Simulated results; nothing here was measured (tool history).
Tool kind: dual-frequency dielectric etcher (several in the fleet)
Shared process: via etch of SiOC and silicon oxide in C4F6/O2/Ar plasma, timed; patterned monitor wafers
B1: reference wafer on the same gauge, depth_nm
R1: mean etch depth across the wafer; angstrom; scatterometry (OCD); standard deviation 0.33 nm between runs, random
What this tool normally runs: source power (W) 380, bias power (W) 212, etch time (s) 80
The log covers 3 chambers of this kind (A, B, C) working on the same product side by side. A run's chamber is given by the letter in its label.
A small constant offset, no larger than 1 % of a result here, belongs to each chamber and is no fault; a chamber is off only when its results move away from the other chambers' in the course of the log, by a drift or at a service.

run 1C hour=5.6 | source_power_(W)=380 bias_power_(W)=212 etch_time_(s)=80 | B1=111.3 | R1=941.71
run 2B hour=11.2 | source_power_(W)=380 bias_power_(W)=212 etch_time_(s)=80 | B1=111.24 | R1=938.02
run 3A hour=17 | source_power_(W)=380 bias_power_(W)=212 etch_time_(s)=80 | B1=111.2 | R1=943.27
run 4C hour=24.5 | source_power_(W)=380 bias_power_(W)=212 etch_time_(s)=80 | B1=111.3 | R1=944.24
run 5A hour=31.8 | source_power_(W)=380 bias_power_(W)=212 etch_time_(s)=80 | B1=111.27 | R1=943.22
run 6B hour=35.9 | source_power_(W)=380 bias_power_(W)=175 etch_time_(s)=80 | B1=111.28 | R1=877.6
run 7B hour=39.7 | source_power_(W)=380 bias_power_(W)=175 etch_time_(s)=80 | B1=111.23 | R1=878.91
run 8A hour=44.5 | source_power_(W)=380 bias_power_(W)=175 etch_time_(s)=80 | B1=111.29 | R1=884.33
run 9C hour=48.4 | source_power_(W)=380 bias_power_(W)=212 etch_time_(s)=80 | B1=111.4 | R1=945.41
run 10C hour=56.1 | source_power_(W)=380 bias_power_(W)=212 etch_time_(s)=80 | B1=111.24 | R1=950.22
run 11A hour=60 | source_power_(W)=380 bias_power_(W)=212 etch_time_(s)=80 | B1=111.2 | R1=950.23
run 12B hour=63.9 | source_power_(W)=380 bias_power_(W)=212 etch_time_(s)=80 | B1=111.32 | R1=939.11
run 13A hour=68.8 | source_power_(W)=380 bias_power_(W)=212 etch_time_(s)=80 | B1=111.38 | R1=945.29
run 14C hour=74.9 | source_power_(W)=380 bias_power_(W)=212 etch_time_(s)=80 | B1=111.22 | R1=940.5
run 15B hour=82.3 | source_power_(W)=380 bias_power_(W)=212 etch_time_(s)=80 | B1=111.31 | R1=937.74
run 16B hour=88.5 | source_power_(W)=380 bias_power_(W)=212 etch_time_(s)=80 | B1=111.3 | R1=934.52
run 17C hour=93.4 | source_power_(W)=380 bias_power_(W)=212 etch_time_(s)=80 | B1=111.41 | R1=943.64
run 18A hour=99.7 | source_power_(W)=450 bias_power_(W)=181 etch_time_(s)=80 | B1=111.32 | R1=958.6
run 19C hour=104 | source_power_(W)=450 bias_power_(W)=181 etch_time_(s)=80 | B1=111.35 | R1=954.41
run 20B hour=109.1 | source_power_(W)=450 bias_power_(W)=181 etch_time_(s)=80 | B1=111.28 | R1=950.87
run 21A hour=115.9 | source_power_(W)=380 bias_power_(W)=212 etch_time_(s)=80 | B1=111.23 | R1=957.05
run 22A hour=123.2 | source_power_(W)=380 bias_power_(W)=212 etch_time_(s)=80 | B1=111.28 | R1=946.36
run 23C hour=128.6 | source_power_(W)=380 bias_power_(W)=212 etch_time_(s)=80 | B1=111.25 | R1=945.25
run 24B hour=134.2 | source_power_(W)=380 bias_power_(W)=212 etch_time_(s)=80 | B1=111.46 | R1=938.7
run 25B hour=141.8 | source_power_(W)=430 bias_power_(W)=196 etch_time_(s)=80 | B1=111.27 | R1=960
run 26A hour=148.5 | source_power_(W)=430 bias_power_(W)=196 etch_time_(s)=80 | B1=111.34 | R1=971.35
run 27C hour=154.4 | source_power_(W)=430 bias_power_(W)=196 etch_time_(s)=80 | B1=111.29 | R1=964.61
run 28C hour=161.4 | source_power_(W)=380 bias_power_(W)=232 etch_time_(s)=103 | B1=111.21 | R1=1257.7
run 29A hour=168.9 | source_power_(W)=380 bias_power_(W)=232 etch_time_(s)=103 | B1=111.28 | R1=1274.4

Which is it: a chamber that has drifted or been left off by a service, a gauge drift common to all chambers, or only each chamber's usual small offset? If a chamber is off, name it and its likeliest cause.

One chamber, A, drifts off from the rest bit by bit.
Most likely cause: etch rate over this chamber's usual, % = 1.94.
The log may not separate it from: source power that arrives over what is set, %; bias power that arrives over what is set, %.

Below are 4 candidate recipes for chamber A's next run, each the usual settings with a change, their results shown as question marks. Which of them brings A's results back in line with what the other chambers give on the usual settings?
In line means no further than this from the other chambers' mean on the usual settings: R1 12 angstrom
run 30A-1 hour=174.7 | source_power_(W)=380 bias_power_(W)=213 etch_time_(s)=81.5 | R1=?
run 30A-2 hour=174.7 | source_power_(W)=380 bias_power_(W)=211 etch_time_(s)=78.5 | R1=?
run 30A-3 hour=174.7 | source_power_(W)=380 bias_power_(W)=212 etch_time_(s)=76.5 | R1=?
run 30A-4 hour=174.7 | source_power_(W)=420 bias_power_(W)=212 etch_time_(s)=80 | R1=?

On the usual settings, the other chambers give on average: R1 940 angstrom
run=30A-1 R1=978.61
run=30A-2 R1=939.59
run=30A-3 R1=917.11
run=30A-4 R1=996.5
The answer is 30A-2, which returns the chamber to within the allowed miss of the others.
